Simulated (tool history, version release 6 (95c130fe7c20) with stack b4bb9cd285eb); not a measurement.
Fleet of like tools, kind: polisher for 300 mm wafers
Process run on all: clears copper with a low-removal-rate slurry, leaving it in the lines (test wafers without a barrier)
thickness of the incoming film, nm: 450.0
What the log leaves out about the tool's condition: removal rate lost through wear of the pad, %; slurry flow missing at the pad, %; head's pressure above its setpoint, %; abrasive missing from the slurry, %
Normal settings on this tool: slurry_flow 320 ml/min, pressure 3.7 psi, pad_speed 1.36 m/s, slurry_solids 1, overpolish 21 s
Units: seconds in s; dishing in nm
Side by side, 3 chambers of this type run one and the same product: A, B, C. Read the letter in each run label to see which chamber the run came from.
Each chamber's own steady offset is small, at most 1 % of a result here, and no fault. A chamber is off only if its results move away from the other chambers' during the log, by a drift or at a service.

run,day,slurry_flow,pressure,pad_speed,slurry_solids,overpolish,wafers polished on this pad,hours since the slurry nozzle was cleaned,hours since the head pressure was calibrated,hours since the slurry blender was calibrated,seconds,dishing
1B,0.433,320,3.7,1.36,1,21,797,590.2,110.8,131.9,82.494,69.555
2C,0.779,320,3.7,1.36,1,21,961,740,31.7,345.9,82.488,67.499
# day 0.792: chamber A: head pressure recalibrated
3A,1.296,320,3.7,1.36,1,21,579,407.9,12.1,124.4,81.902,69.45
4C,1.925,320,3.7,1.36,1,21,1245,767.5,59.2,373.4,83.191,66.438
5B,2.525,320,3.7,1.36,1,21,1317,640.4,161,182.1,83.071,69.321
# day 2.783: chamber C: worn pad replaced by a new one
6A,2.883,320,3.7,1.36,1,21,973,446,50.2,162.5,82.173,67.877
7B,3.258,320,3.7,1.36,1,21,1499,658,178.6,199.7,83.935,65.963
# day 3.367: chamber A: worn pad replaced by a new one
# day 3.471: chamber C: slurry blender recalibrated
8C,3.883,320,3.7,1.36,1,21,273,814.5,106.2,9.9,81.496,67.459
# day 3.904: chamber A: slurry blender recalibrated
9A,4.304,320,3.7,1.36,1,21,232,480.1,84.3,9.7,82.978,69.901
10A,4.592,320,3.7,1.36,1,21,304,487,91.2,16.6,83.018,69.65
11C,5.217,320,3.7,1.36,1,21,604,846.5,138.2,41.9,84.272,68.774
12B,5.546,320,3.7,1.36,1,21,2067,712.9,233.5,254.6,85.392,66.071
13C,5.854,320,3.7,1.36,1,21,762,861.8,153.5,57.2,81.187,72.012
14A,6.179,320,3.7,1.36,1,21,698,525.1,129.3,54.7,81.305,69.285
15B,6.704,320,3.7,1.36,1,21,2354,740.7,261.3,282.4,87.943,65.652
16C,7.025,320,3.7,1.36,1,21,1053,889.9,181.6,85.3,83.683,68.722
# day 7.479: chamber C: slurry nozzle cleaned
17A,7.542,320,3.7,1.36,1,21,1036,557.8,162,87.4,82.902,70.651
18B,7.988,320,3.7,1.36,1,21,2673,771.5,292.1,313.2,88.258,66.431
# day 8.092: chamber A: worn pad replaced by a new one
# day 8.471: chamber C: worn pad replaced by a new one
19C,8.525,320,4.2,1.36,0.85,21,14,25.2,217.6,121.3,74.323,74.71
20B,8.825,320,4.2,1.36,0.85,21,2881,791.6,312.2,333.3,82.1,67.947
21A,9.392,320,4.2,1.36,0.85,21,323,602.2,206.4,131.8,74.994,78.427

Which is it: a chamber that has drifted or been left off by a service, a gauge drift common to all chambers, or only each chamber's usual small offset? If a chamber is off, name it and its likeliest cause.

It is chamber B that slowly wanders off from its peers.
Most likely cause: removal rate lost through wear of the pad, % = 8.51.
Not necessarily distinguishable in this log from: head's pressure below its setpoint, %; abrasive missing from the slurry, %.

Below are 4 candidate recipes for chamber B's next run, each the usual settings with a change, their results shown as question marks. Which of them brings B's results back in line with what the other chambers give on the usual settings?
In-line tolerance around the mean of the other chambers on the usual settings: seconds 2.4 s; dishing 4.6 nm
22B-1,9.838,320,3.9,1.42,1,21,,,,,?,?
22B-2,9.838,320,3.6,1.34,1,21,,,,,?,?
22B-3,9.838,320,3.6,1.3,1,21,,,,,?,?
22B-4,9.838,320,3.8,1.38,1,21,,,,,?,?

Average result of the remaining chambers running the usual settings: seconds 82.601 s; dishing 69.13 nm
run,seconds,dishing
22B-1,81.791,68.817
22B-2,93.777,61.696
22B-3,96.656,60.294
22B-4,86.34,65.963
The right change is 22B-1: it brings the chamber back within the allowed miss of the others.
